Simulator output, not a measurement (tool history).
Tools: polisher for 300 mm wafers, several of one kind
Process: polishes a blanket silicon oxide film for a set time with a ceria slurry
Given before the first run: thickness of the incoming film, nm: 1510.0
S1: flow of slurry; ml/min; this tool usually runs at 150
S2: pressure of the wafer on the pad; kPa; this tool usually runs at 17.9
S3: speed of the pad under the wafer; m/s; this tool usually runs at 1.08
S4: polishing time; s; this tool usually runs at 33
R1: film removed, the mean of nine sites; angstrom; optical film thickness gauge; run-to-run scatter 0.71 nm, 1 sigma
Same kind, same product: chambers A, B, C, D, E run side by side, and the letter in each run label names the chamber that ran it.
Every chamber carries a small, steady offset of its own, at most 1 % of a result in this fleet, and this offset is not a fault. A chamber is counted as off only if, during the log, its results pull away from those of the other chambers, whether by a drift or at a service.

{"hour": 0.6, "done": "chamber A: worn pad replaced by a new one"}
{"hour": 7.5, "done": "chamber E: worn pad replaced by a new one"}
{"run": "1D", "hour": 12.1, "S1": 150, "S2": 17.9, "S3": 1.08, "S4": 33, "R1": 1059.9}
{"run": "2A", "hour": 21.7, "S1": 150, "S2": 17.9, "S3": 1.08, "S4": 33, "R1": 1054.5}
{"hour": 30.1, "done": "chamber C: worn pad replaced by a new one"}
{"run": "3C", "hour": 31.0, "S1": 150, "S2": 17.9, "S3": 1.08, "S4": 33, "R1": 1050.1}
{"hour": 31.9, "done": "chamber D: worn pad replaced by a new one"}
{"run": "4E", "hour": 45.8, "S1": 150, "S2": 17.9, "S3": 1.08, "S4": 33, "R1": 1046.4}
{"hour": 48.4, "done": "chamber B: worn pad replaced by a new one"}
{"run": "5B", "hour": 52.5, "S1": 150, "S2": 17.9, "S3": 1.08, "S4": 33, "R1": 1045.6}
{"run": "6C", "hour": 59.9, "S1": 150, "S2": 17.9, "S3": 1.08, "S4": 33, "R1": 1060.1}
{"run": "7A", "hour": 71.8, "S1": 125, "S2": 17.9, "S3": 1.08, "S4": 33, "R1": 1031}
{"hour": 77.9, "done": "chamber A: worn pad replaced by a new one"}
{"run": "8B", "hour": 84.7, "S1": 125, "S2": 17.9, "S3": 1.08, "S4": 33, "R1": 1021.8}
{"hour": 90.5, "done": "chamber E: worn pad replaced by a new one"}
{"run": "9E", "hour": 97.6, "S1": 125, "S2": 17.9, "S3": 1.08, "S4": 33, "R1": 1021.4}
{"run": "10D", "hour": 108.3, "S1": 125, "S2": 17.9, "S3": 1.08, "S4": 33, "R1": 1011.7}
{"run": "11A", "hour": 120.4, "S1": 125, "S2": 17.9, "S3": 1.08, "S4": 33, "R1": 1017.7}
{"run": "12B", "hour": 132.5, "S1": 150, "S2": 17.9, "S3": 1.08, "S4": 33, "R1": 1053.7}
{"run": "13D", "hour": 142.7, "S1": 150, "S2": 17.9, "S3": 1.08, "S4": 33, "R1": 1043}
{"hour": 147.8, "done": "chamber B: head pressure recalibrated"}
{"run": "14C", "hour": 156.0, "S1": 150, "S2": 17.9, "S3": 1.08, "S4": 33, "R1": 1035}
{"hour": 156.4, "done": "chamber B: worn pad replaced by a new one"}
{"run": "15E", "hour": 163.6, "S1": 150, "S2": 17.9, "S3": 1.08, "S4": 33, "R1": 1045.2}
{"hour": 165.0, "done": "chamber A: worn pad replaced by a new one"}
{"run": "16A", "hour": 171.2, "S1": 150, "S2": 17.9, "S3": 1.08, "S4": 33, "R1": 1060.6}
{"run": "17B", "hour": 178.7, "S1": 150, "S2": 17.9, "S3": 1.08, "S4": 33, "R1": 1057.2}
{"hour": 182.5, "done": "chamber C: worn pad replaced by a new one"}
{"hour": 183.6, "done": "chamber D: worn pad replaced by a new one"}
{"hour": 187.6, "done": "chamber E: worn pad replaced by a new one"}
{"run": "18E", "hour": 191.9, "S1": 150, "S2": 17.9, "S3": 1.08, "S4": 33, "R1": 1063.5}
{"run": "19C", "hour": 206.5, "S1": 150, "S2": 17.9, "S3": 1.08, "S4": 33, "R1": 1019.9}
{"run": "20D", "hour": 220.7, "S1": 150, "S2": 17.9, "S3": 1.08, "S4": 33, "R1": 1058.1}
{"run": "21D", "hour": 232.4, "S1": 150, "S2": 17.9, "S3": 1.08, "S4": 33, "R1": 1060.2}
{"run": "22E", "hour": 244.7, "S1": 150, "S2": 17.9, "S3": 1.08, "S4": 33, "R1": 1053.7}
{"run": "23A", "hour": 252.5, "S1": 150, "S2": 17.9, "S3": 1.08, "S4": 33, "R1": 1070.3}
{"hour": 254.7, "done": "chamber A: worn pad replaced by a new one"}
{"run": "24C", "hour": 265.4, "S1": 175, "S2": 17.9, "S3": 1.08, "S4": 41, "R1": 1297}
{"run": "25B", "hour": 278.7, "S1": 175, "S2": 17.9, "S3": 1.08, "S4": 41, "R1": 1345.8}
{"hour": 281.7, "done": "chamber B: worn pad replaced by a new one"}
{"hour": 288.0, "done": "chamber E: worn pad replaced by a new one"}
{"run": "26B", "hour": 288.4, "S1": 175, "S2": 17.9, "S3": 1.08, "S4": 41, "R1": 1346.3}
{"hour": 295.6, "done": "chamber B: slurry nozzle cleaned"}
{"run": "27C", "hour": 296.3, "S1": 175, "S2": 17.9, "S3": 1.08, "S4": 41, "R1": 1270.9}
{"run": "28A", "hour": 310.2, "S1": 175, "S2": 17.9, "S3": 1.08, "S4": 41, "R1": 1367.7}
{"run": "29E", "hour": 321.0, "S1": 150, "S2": 17.9, "S3": 1.08, "S4": 33, "R1": 1074.5}
{"hour": 332.7, "done": "chamber A: worn pad replaced by a new one"}
{"run": "30D", "hour": 334.4, "S1": 150, "S2": 17.9, "S3": 1.08, "S4": 33, "R1": 1054.3}
{"hour": 335.6, "done": "chamber D: worn pad replaced by a new one"}
{"run": "31C", "hour": 347.8, "S1": 150, "S2": 17.9, "S3": 1.08, "S4": 33, "R1": 986.54}
{"run": "32E", "hour": 360.7, "S1": 150, "S2": 17.9, "S3": 1.08, "S4": 33, "R1": 1067.9}
{"hour": 367.7, "done": "chamber A: head pressure recalibrated"}
{"run": "33A", "hour": 369.0, "S1": 150, "S2": 17.9, "S3": 1.08, "S4": 33, "R1": 1062.8}
{"run": "34D", "hour": 380.0, "S1": 150, "S2": 17.9, "S3": 1.08, "S4": 33, "R1": 1056.5}
{"run": "35B", "hour": 390.7, "S1": 150, "S2": 17.9, "S3": 1.08, "S4": 33, "R1": 1053.3}

One chamber off, gauge drift, or nothing amiss beyond the chambers' own small offsets? If it is a chamber, which one, and what is the likeliest cause?

One chamber, C, drifts off from the rest bit by bit.
Likeliest cause: slurry flow missing at the pad, % = 35.8.
The log may not tell that from: head's pressure below its setpoint, %.

Chamber C could run next with any of the 4 candidate recipes listed below; each alters the usual settings, and their results appear as question marks. Which one brings its results back in line with what the other chambers deliver on the usual settings?
In line here means within this much of the mean the other chambers give on the usual settings: R1 25 angstrom
{"run": "36C-1", "hour": 401.3, "S1": 145, "S2": 17.9, "S3": 1, "S4": 33, "R1": "?"}
{"run": "36C-2", "hour": 401.3, "S1": 150, "S2": 19.3, "S3": 1.14, "S4": 35, "R1": "?"}
{"run": "36C-3", "hour": 401.3, "S1": 150, "S2": 18.6, "S3": 1.08, "S4": 35, "R1": "?"}
{"run": "36C-4", "hour": 401.3, "S1": 145, "S2": 17.9, "S3": 1, "S4": 30, "R1": "?"}

The mean the other chambers reach with the usual settings: R1 1055.2 angstrom
run=36C-1 R1=882.78
run=36C-2 R1=1160.7
run=36C-3 R1=1060.2
run=36C-4 R1=802.53
36C-3 is the one that brings the chamber's results back in line with the other chambers.
